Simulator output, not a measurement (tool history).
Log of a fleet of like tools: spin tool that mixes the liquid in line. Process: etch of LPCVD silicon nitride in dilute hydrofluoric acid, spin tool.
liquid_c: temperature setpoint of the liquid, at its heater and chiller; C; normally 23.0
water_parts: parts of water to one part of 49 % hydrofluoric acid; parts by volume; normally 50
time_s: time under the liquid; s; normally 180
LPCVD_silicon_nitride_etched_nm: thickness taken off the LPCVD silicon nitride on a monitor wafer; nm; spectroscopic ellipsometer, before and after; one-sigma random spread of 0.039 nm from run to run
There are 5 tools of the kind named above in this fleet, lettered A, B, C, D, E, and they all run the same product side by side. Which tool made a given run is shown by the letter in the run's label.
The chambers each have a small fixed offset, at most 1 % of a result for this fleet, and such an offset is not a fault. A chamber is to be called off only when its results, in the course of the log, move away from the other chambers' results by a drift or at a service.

run   hour  liquid_c  water_parts  time_s  read-back film thickness of the LPCVD silicon nitride reference wafer, read on the same gauge (nm)  LPCVD_silicon_nitride_etched_nm
 1B    5.3      23.0           50     180                                                                                              129.97                           1.5576
 2C   10.2      23.0           50     180                                                                                              129.98                           1.5618
 3D   15.5      23.0           50     180                                                                                              130.02                           1.5921
 4A   19.6      23.0           50     180                                                                                              130.04                           1.6456
 5E   23.0      19.5           50     180                                                                                              130.01                           1.2490
 6C   26.3      19.5           50     180                                                                                              129.94                           1.1868
 7D   29.9      19.5           50     180                                                                                              130.02                           1.2231
 8A   34.4      19.5           50     180                                                                                              130.02                           1.2439
 9E   36.8      19.5           50     180                                                                                              130.01                           1.2695
10B   41.0      25.5           60     180                                                                                              129.99                           1.6032
      43.7  -- chamber C: thermometer replaced
11B   44.8      25.5           60     180                                                                                              130.00                           1.5856
12A   48.4      25.5           60     180                                                                                              130.02                           1.5927
13C   51.3      25.5           60     180                                                                                              130.02                           1.5552
14D   54.0      25.5           60     180                                                                                              130.03                           1.6210
15E   57.6      23.0           50     180                                                                                              130.05                           1.5973
16B   60.7      23.0           50     180                                                                                              129.98                           1.5686
17E   65.6      23.0           50     180                                                                                              129.99                           1.4961
18C   70.7      23.0           50     180                                                                                              129.98                           1.6007
19A   75.6      27.5           50     245                                                                                              129.99                           2.9277
20D   80.4      27.5           50     245                                                                                              130.04                           2.8084
21C   84.4      27.5           50     245                                                                                              129.96                           2.8889
22D   89.6      27.5           50     245                                                                                              129.98                           2.8474
23A   94.3      27.5           50     245                                                                                              130.03                           2.9400
24E   98.0      23.0           50     180                                                                                              129.98                           1.5800
25B  102.1      23.0           50     180                                                                                              129.96                           1.6092
26D  105.7      23.0           50     180                                                                                              130.01                           1.5570
27A  109.2      23.0           50     180                                                                                              130.04                           1.6261
28B  113.2      23.0           50     180                                                                                              130.03                           1.5921
29C  116.4      23.0           50     180                                                                                              130.03                           1.6126
30E  120.8      23.0           50     180                                                                                              130.01                           1.6250
31D  123.9      19.5           50     230                                                                                              129.98                           1.6180
32A  127.2      19.5           50     230                                                                                              129.99                           1.5613
33B  130.1      19.5           50     230                                                                                              129.98                           1.6230

Which is it: a chamber that has drifted or been left off by a service, a gauge drift common to all chambers, or only each chamber's usual small offset? If a chamber is off, name it and its likeliest cause.

Nothing is wrong: each chamber keeps only its own small, steady offset and the gauge holds still.
